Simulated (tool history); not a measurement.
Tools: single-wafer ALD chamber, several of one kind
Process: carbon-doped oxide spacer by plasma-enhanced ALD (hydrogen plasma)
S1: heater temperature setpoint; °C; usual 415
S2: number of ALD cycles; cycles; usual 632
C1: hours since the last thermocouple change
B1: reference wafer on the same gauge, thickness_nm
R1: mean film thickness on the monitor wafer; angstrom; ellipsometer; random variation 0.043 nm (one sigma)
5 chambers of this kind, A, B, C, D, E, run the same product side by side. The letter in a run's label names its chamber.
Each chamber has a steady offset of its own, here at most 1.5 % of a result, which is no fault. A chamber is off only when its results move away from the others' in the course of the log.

run	hour	S1	S2	C1	B1	R1
1B	5.7	415	632	1246.1	25.703	298.16
2E	10.1	415	632	507.5	25.709	301.10
3A	14.2	415	632	745.0	25.704	305.28
4D	20.4	415	632	2951.1	25.718	302.95
5C	25.3	415	632	546.0	25.710	298.96
# hour 32.2: chamber D: thermocouple changed; heater temperature recalibrated
6D	33.6	415	632	1.4	25.725	303.14
7C	38.7	415	632	559.4	25.727	299.61
8B	44.0	415	632	1284.4	25.729	298.58
9E	50.9	415	632	548.3	25.735	301.86
10A	55.1	415	632	785.9	25.722	305.78
11A	63.5	415	708	794.3	25.742	342.21
12C	67.9	415	708	588.6	25.734	336.59
13D	74.0	415	708	41.8	25.745	340.15
14B	82.1	415	708	1322.5	25.750	335.84
15E	86.3	415	708	583.7	25.749	338.33
16E	92.8	415	632	590.2	25.760	301.43
17D	100.7	415	632	68.5	25.757	304.07
18C	105.3	415	632	626.0	25.748	300.25
19A	110.8	415	632	841.6	25.769	306.42
20B	117.2	415	632	1357.6	25.770	299.32
21D	125.5	425	531	93.3	25.780	247.65
22B	131.2	425	531	1371.6	25.771	243.89
23A	137.2	425	531	868.0	25.775	249.13
24C	145.7	425	531	666.4	25.785	243.97
25E	154.1	425	531	651.5	25.792	246.63
26B	161.4	424	557	1401.8	25.790	256.96
27E	169.1	424	557	666.5	25.803	258.92
28C	174.5	424	557	695.2	25.798	257.31
29D	181.8	424	557	149.6	25.805	260.48
30A	189.2	424	557	920.0	25.811	261.81
31B	195.9	415	632	1436.3	25.813	299.94
32C	204.3	415	632	725.0	25.817	300.55
33D	211.9	415	632	179.7	25.814	304.90
34A	217.3	415	632	948.1	25.822	306.64
35E	222.6	404	581	720.0	25.832	287.44
36A	229.3	404	581	960.1	25.825	292.25
# hour 231.1: chamber B: thermocouple changed; heater temperature recalibrated
37C	234.2	404	581	754.9	25.838	286.17
38B	238.5	404	581	7.4	25.824	285.66
39D	242.5	404	581	210.3	25.833	289.25
40E	248.3	415	632	745.7	25.850	302.91
41D	255.9	415	632	223.7	25.849	304.34

Is one chamber off against the others, does the gauge drift, or is nothing wrong? If a chamber is off, say which, and what the likeliest cause is.

The gauge drifts, so all chambers seem to drift together. No chamber is off.
Cause: gauge reads high (%) = 0.584.
